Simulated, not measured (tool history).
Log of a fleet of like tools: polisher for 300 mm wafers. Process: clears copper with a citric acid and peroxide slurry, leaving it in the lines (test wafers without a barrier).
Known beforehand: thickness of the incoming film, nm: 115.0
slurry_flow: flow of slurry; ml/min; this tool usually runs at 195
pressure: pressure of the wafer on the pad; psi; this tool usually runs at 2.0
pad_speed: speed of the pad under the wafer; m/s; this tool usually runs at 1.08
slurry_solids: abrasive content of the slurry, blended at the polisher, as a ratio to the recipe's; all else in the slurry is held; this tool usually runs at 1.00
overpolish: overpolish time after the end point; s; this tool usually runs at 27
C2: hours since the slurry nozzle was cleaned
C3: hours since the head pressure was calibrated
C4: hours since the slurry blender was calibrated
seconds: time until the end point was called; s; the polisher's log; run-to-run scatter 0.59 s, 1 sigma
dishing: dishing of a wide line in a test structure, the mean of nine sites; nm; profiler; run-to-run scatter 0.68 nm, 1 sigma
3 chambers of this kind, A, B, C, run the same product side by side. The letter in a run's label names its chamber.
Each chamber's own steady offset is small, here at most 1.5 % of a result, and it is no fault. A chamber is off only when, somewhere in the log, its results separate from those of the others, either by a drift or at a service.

{"hour": 10.2, "done": "chamber A: worn pad replaced by a new one"}
{"run": "1C", "hour": 10.8, "slurry_flow": 195, "pressure": 2.0, "pad_speed": 1.08, "slurry_solids": 1.0, "overpolish": 27, "wafers polished on this pad": 625, "C2": 190.3, "C3": 835.6, "C4": 102.2, "seconds": 68.304, "dishing": 31.371}
{"hour": 14.3, "done": "chamber B: worn pad replaced by a new one"}
{"run": "2B", "hour": 18.5, "slurry_flow": 195, "pressure": 2.0, "pad_speed": 1.08, "slurry_solids": 1.0, "overpolish": 27, "wafers polished on this pad": 52, "C2": 253.3, "C3": 627.0, "C4": 117.2, "seconds": 67.859, "dishing": 33.199}
{"run": "3A", "hour": 27.0, "slurry_flow": 195, "pressure": 2.0, "pad_speed": 1.08, "slurry_solids": 1.0, "overpolish": 27, "wafers polished on this pad": 210, "C2": 139.2, "C3": 776.3, "C4": 142.1, "seconds": 66.978, "dishing": 31.969}
{"run": "4A", "hour": 34.6, "slurry_flow": 195, "pressure": 2.0, "pad_speed": 1.08, "slurry_solids": 1.0, "overpolish": 27, "wafers polished on this pad": 304, "C2": 146.8, "C3": 783.9, "C4": 149.7, "seconds": 65.664, "dishing": 31.208}
{"run": "5B", "hour": 44.0, "slurry_flow": 195, "pressure": 2.0, "pad_speed": 1.08, "slurry_solids": 1.0, "overpolish": 27, "wafers polished on this pad": 369, "C2": 278.8, "C3": 652.5, "C4": 142.7, "seconds": 66.582, "dishing": 33.023}
{"hour": 53.5, "done": "chamber C: slurry nozzle cleaned"}
{"run": "6C", "hour": 55.7, "slurry_flow": 195, "pressure": 2.0, "pad_speed": 1.08, "slurry_solids": 1.0, "overpolish": 27, "wafers polished on this pad": 1185, "C2": 2.3, "C3": 880.5, "C4": 147.1, "seconds": 67.805, "dishing": 31.233}
{"hour": 64.0, "done": "chamber B: slurry nozzle cleaned"}
{"run": "7A", "hour": 67.4, "slurry_flow": 195, "pressure": 2.0, "pad_speed": 1.08, "slurry_solids": 1.0, "overpolish": 27, "wafers polished on this pad": 713, "C2": 179.6, "C3": 816.7, "C4": 182.5, "seconds": 66.012, "dishing": 32.362}
{"hour": 69.7, "done": "chamber C: worn pad replaced by a new one"}
{"run": "8C", "hour": 75.5, "slurry_flow": 195, "pressure": 2.0, "pad_speed": 1.08, "slurry_solids": 1.0, "overpolish": 27, "wafers polished on this pad": 72, "C2": 22.1, "C3": 900.3, "C4": 166.9, "seconds": 68.097, "dishing": 32.094}
{"hour": 76.8, "done": "chamber A: worn pad replaced by a new one"}
{"hour": 81.4, "done": "chamber B: slurry blender recalibrated"}
{"run": "9B", "hour": 84.1, "slurry_flow": 195, "pressure": 2.0, "pad_speed": 1.08, "slurry_solids": 1.0, "overpolish": 27, "wafers polished on this pad": 869, "C2": 20.1, "C3": 692.6, "C4": 2.7, "seconds": 67.371, "dishing": 31.585}
{"hour": 89.6, "done": "chamber B: worn pad replaced by a new one"}
{"run": "10A", "hour": 96.5, "slurry_flow": 195, "pressure": 2.0, "pad_speed": 1.08, "slurry_solids": 1.0, "overpolish": 27, "wafers polished on this pad": 245, "C2": 208.7, "C3": 845.8, "C4": 211.6, "seconds": 66.142, "dishing": 32.239}
{"run": "11B", "hour": 103.9, "slurry_flow": 195, "pressure": 2.0, "pad_speed": 1.08, "slurry_solids": 1.0, "overpolish": 27, "wafers polished on this pad": 179, "C2": 39.9, "C3": 712.4, "C4": 22.5, "seconds": 67.505, "dishing": 31.775}
{"run": "12C", "hour": 115.0, "slurry_flow": 135, "pressure": 1.5, "pad_speed": 1.08, "slurry_solids": 1.0, "overpolish": 27, "wafers polished on this pad": 564, "C2": 61.6, "C3": 939.8, "C4": 206.4, "seconds": 94.987, "dishing": 22.526}
{"hour": 122.8, "done": "chamber A: slurry nozzle cleaned"}
{"hour": 127.0, "done": "chamber C: slurry blender recalibrated"}
{"run": "13A", "hour": 127.3, "slurry_flow": 135, "pressure": 1.5, "pad_speed": 1.08, "slurry_solids": 1.0, "overpolish": 27, "wafers polished on this pad": 629, "C2": 4.5, "C3": 876.6, "C4": 242.4, "seconds": 92.755, "dishing": 24.73}
{"run": "14B", "hour": 139.5, "slurry_flow": 135, "pressure": 1.5, "pad_speed": 1.08, "slurry_solids": 1.0, "overpolish": 27, "wafers polished on this pad": 622, "C2": 75.5, "C3": 748.0, "C4": 58.1, "seconds": 93.631, "dishing": 23.039}
{"hour": 150.0, "done": "chamber A: slurry blender recalibrated"}
{"run": "15C", "hour": 152.9, "slurry_flow": 230, "pressure": 2.0, "pad_speed": 1.08, "slurry_solids": 1.15, "overpolish": 27, "wafers polished on this pad": 1036, "C2": 99.5, "C3": 977.7, "C4": 25.9, "seconds": 64.651, "dishing": 33.58}
{"hour": 161.7, "done": "chamber A: worn pad replaced by a new one"}
{"run": "16A", "hour": 165.7, "slurry_flow": 230, "pressure": 2.0, "pad_speed": 1.08, "slurry_solids": 1.15, "overpolish": 27, "wafers polished on this pad": 50, "C2": 42.9, "C3": 915.0, "C4": 15.8, "seconds": 63.945, "dishing": 32.753}
{"hour": 171.9, "done": "chamber B: worn pad replaced by a new one"}
{"hour": 173.6, "done": "chamber C: worn pad replaced by a new one"}
{"run": "17B", "hour": 173.9, "slurry_flow": 230, "pressure": 2.0, "pad_speed": 1.08, "slurry_solids": 1.15, "overpolish": 27, "wafers polished on this pad": 25, "C2": 109.9, "C3": 782.4, "C4": 92.5, "seconds": 63.185, "dishing": 33.347}
{"run": "18C", "hour": 182.4, "slurry_flow": 195, "pressure": 2.0, "pad_speed": 1.08, "slurry_solids": 1.0, "overpolish": 27, "wafers polished on this pad": 110, "C2": 129.0, "C3": 1007.2, "C4": 55.4, "seconds": 68.596, "dishing": 31.385}
{"run": "19A", "hour": 188.8, "slurry_flow": 195, "pressure": 2.0, "pad_speed": 1.08, "slurry_solids": 1.0, "overpolish": 27, "wafers polished on this pad": 338, "C2": 66.0, "C3": 938.1, "C4": 38.9, "seconds": 66.052, "dishing": 31.892}
{"run": "20B", "hour": 196.9, "slurry_flow": 195, "pressure": 2.0, "pad_speed": 1.08, "slurry_solids": 1.0, "overpolish": 27, "wafers polished on this pad": 311, "C2": 132.9, "C3": 805.4, "C4": 115.5, "seconds": 66.916, "dishing": 32.561}
{"run": "21C", "hour": 203.5, "slurry_flow": 195, "pressure": 2.0, "pad_speed": 1.08, "slurry_solids": 1.0, "overpolish": 27, "wafers polished on this pad": 373, "C2": 150.1, "C3": 1028.3, "C4": 76.5, "seconds": 68.1, "dishing": 31.937}
{"run": "22A", "hour": 211.1, "slurry_flow": 255, "pressure": 2.0, "pad_speed": 1.08, "slurry_solids": 0.75, "overpolish": 27, "wafers polished on this pad": 616, "C2": 88.3, "C3": 960.4, "C4": 61.2, "seconds": 67.3, "dishing": 31.746}
{"run": "23B", "hour": 223.2, "slurry_flow": 255, "pressure": 2.0, "pad_speed": 1.08, "slurry_solids": 0.75, "overpolish": 27, "wafers polished on this pad": 639, "C2": 159.2, "C3": 831.7, "C4": 141.8, "seconds": 69.482, "dishing": 30.912}
{"hour": 227.9, "done": "chamber A: worn pad replaced by a new one"}
{"run": "24C", "hour": 237.6, "slurry_flow": 255, "pressure": 2.0, "pad_speed": 1.08, "slurry_solids": 0.75, "overpolish": 27, "wafers polished on this pad": 797, "C2": 184.2, "C3": 1062.4, "C4": 110.6, "seconds": 69.707, "dishing": 31.496}
{"run": "25B", "hour": 251.2, "slurry_flow": 195, "pressure": 2.4, "pad_speed": 1.08, "slurry_solids": 0.85, "overpolish": 27, "wafers polished on this pad": 987, "C2": 187.2, "C3": 859.7, "C4": 169.8, "seconds": 58.168, "dishing": 36.683}
{"hour": 259.2, "done": "chamber B: slurry blender recalibrated"}
{"hour": 263.3, "done": "chamber C: worn pad replaced by a new one"}
{"run": "26A", "hour": 265.4, "slurry_flow": 195, "pressure": 2.4, "pad_speed": 1.08, "slurry_solids": 0.85, "overpolish": 27, "wafers polished on this pad": 467, "C2": 142.6, "C3": 1014.7, "C4": 115.5, "seconds": 57.128, "dishing": 36.33}
{"hour": 267.3, "done": "chamber C: head pressure recalibrated"}
{"hour": 267.4, "done": "chamber B: worn pad replaced by a new one"}
{"run": "27C", "hour": 279.0, "slurry_flow": 195, "pressure": 2.4, "pad_speed": 1.08, "slurry_solids": 0.85, "overpolish": 27, "wafers polished on this pad": 196, "C2": 225.6, "C3": 11.8, "C4": 152.0, "seconds": 58.712, "dishing": 36.703}
{"run": "28B", "hour": 287.3, "slurry_flow": 195, "pressure": 2.0, "pad_speed": 1.08, "slurry_solids": 1.0, "overpolish": 27, "wafers polished on this pad": 247, "C2": 223.3, "C3": 895.8, "C4": 28.1, "seconds": 66.398, "dishing": 32.304}
{"hour": 295.0, "done": "chamber C: slurry nozzle cleaned"}
{"run": "29C", "hour": 297.8, "slurry_flow": 195, "pressure": 2.0, "pad_speed": 1.08, "slurry_solids": 1.0, "overpolish": 27, "wafers polished on this pad": 430, "C2": 2.9, "C3": 30.6, "C4": 170.8, "seconds": 67.248, "dishing": 31.572}
{"run": "30A", "hour": 305.8, "slurry_flow": 195, "pressure": 2.0, "pad_speed": 1.08, "slurry_solids": 1.0, "overpolish": 27, "wafers polished on this pad": 971, "C2": 183.0, "C3": 1055.1, "C4": 155.9, "seconds": 67.462, "dishing": 31.159}

One chamber off, gauge drift, or nothing amiss beyond the chambers' own small offsets? If it is a chamber, which one, and what is the likeliest cause?

No chamber is off and the gauge is stable; the differences are just each chamber's small, constant offset.
